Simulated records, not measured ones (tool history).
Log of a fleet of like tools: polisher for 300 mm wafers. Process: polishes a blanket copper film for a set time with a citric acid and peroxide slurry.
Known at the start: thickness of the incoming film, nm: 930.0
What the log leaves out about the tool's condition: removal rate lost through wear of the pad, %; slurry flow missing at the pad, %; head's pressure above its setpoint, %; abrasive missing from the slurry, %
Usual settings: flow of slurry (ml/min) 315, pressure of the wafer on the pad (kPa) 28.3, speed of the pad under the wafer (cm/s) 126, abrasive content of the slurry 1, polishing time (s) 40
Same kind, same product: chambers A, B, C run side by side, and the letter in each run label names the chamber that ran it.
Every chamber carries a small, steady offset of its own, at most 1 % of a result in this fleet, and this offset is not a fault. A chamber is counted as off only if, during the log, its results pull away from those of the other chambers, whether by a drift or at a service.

run	hour	flow of slurry (ml/min)	pressure of the wafer on the pad (kPa)	speed of the pad under the wafer (cm/s)	abrasive content of the slurry	polishing time (s)	wafers polished on this pad	hours since the slurry nozzle was cleaned	hours since the head pressure was calibrated	hours since the slurry blender was calibrated	film removed (nm)
1C	5.1	315	28.3	126	1	40	333	70.2	121.3	325.5	156.22
2A	11	315	28.3	126	1	40	360	289.4	77	165.2	155.55
3B	14.3	315	28.3	126	1	40	702	218.6	79	143.3	156.47
4A	19.4	315	28.3	126	1	40	434	297.8	85.4	173.6	157.21
5B	23.9	315	28.3	96	1	40	786	228.2	88.6	152.9	118.94
6C	28.8	315	28.3	96	1	40	542	93.9	145	349.2	123.81
7A	34.3	315	28.3	96	1	40	565	312.7	100.3	188.5	119.83
8C	40.8	315	28.3	126	1	40	648	105.9	157	361.2	159.05
9B	43.8	315	31.7	126	1.1	40	962	248.1	108.5	172.8	179.01
10C	50.6	315	31.7	126	1.1	40	734	115.7	166.8	371	182.23
11B	55.7	315	31.7	126	1.1	40	1066	260	120.4	184.7	176.23
12A	59.5	315	28.3	126	1	40	787	337.9	125.5	213.7	158.2
# hour 60.5: chamber A: worn pad replaced by a new one
13A	63.7	315	28.3	126	1	40	28	342.1	129.7	217.9	159.01
14C	67.1	315	28.3	126	1	40	879	132.2	183.3	387.5	158.72
15B	73.4	315	28.3	126	1	40	1222	277.7	138.1	202.4	150.36
16B	77.1	315	28.3	126	1	40	1255	281.4	141.8	206.1	150.08
17C	81.8	315	28.3	126	1	40	1009	146.9	198	402.2	158.97
18A	87.1	315	28.3	126	1	40	234	365.5	153.1	241.3	160.88
19B	91.9	315	28.3	126	1	40	1385	296.2	156.6	220.9	147.04
20A	95.8	315	28.3	126	1	40	310	374.2	161.8	250	161.14

Next, all 3 chambers run the settings below, one line each with question marks for the results. What does each chamber give?
21A	100.8	315	28.3	126	1	40					?
21B	100.8	315	28.3	126	1	40					?
21C	100.8	315	28.3	126	1	40					?

run	film removed (nm)
21A	157.2
21B	146.29
21C	156.9

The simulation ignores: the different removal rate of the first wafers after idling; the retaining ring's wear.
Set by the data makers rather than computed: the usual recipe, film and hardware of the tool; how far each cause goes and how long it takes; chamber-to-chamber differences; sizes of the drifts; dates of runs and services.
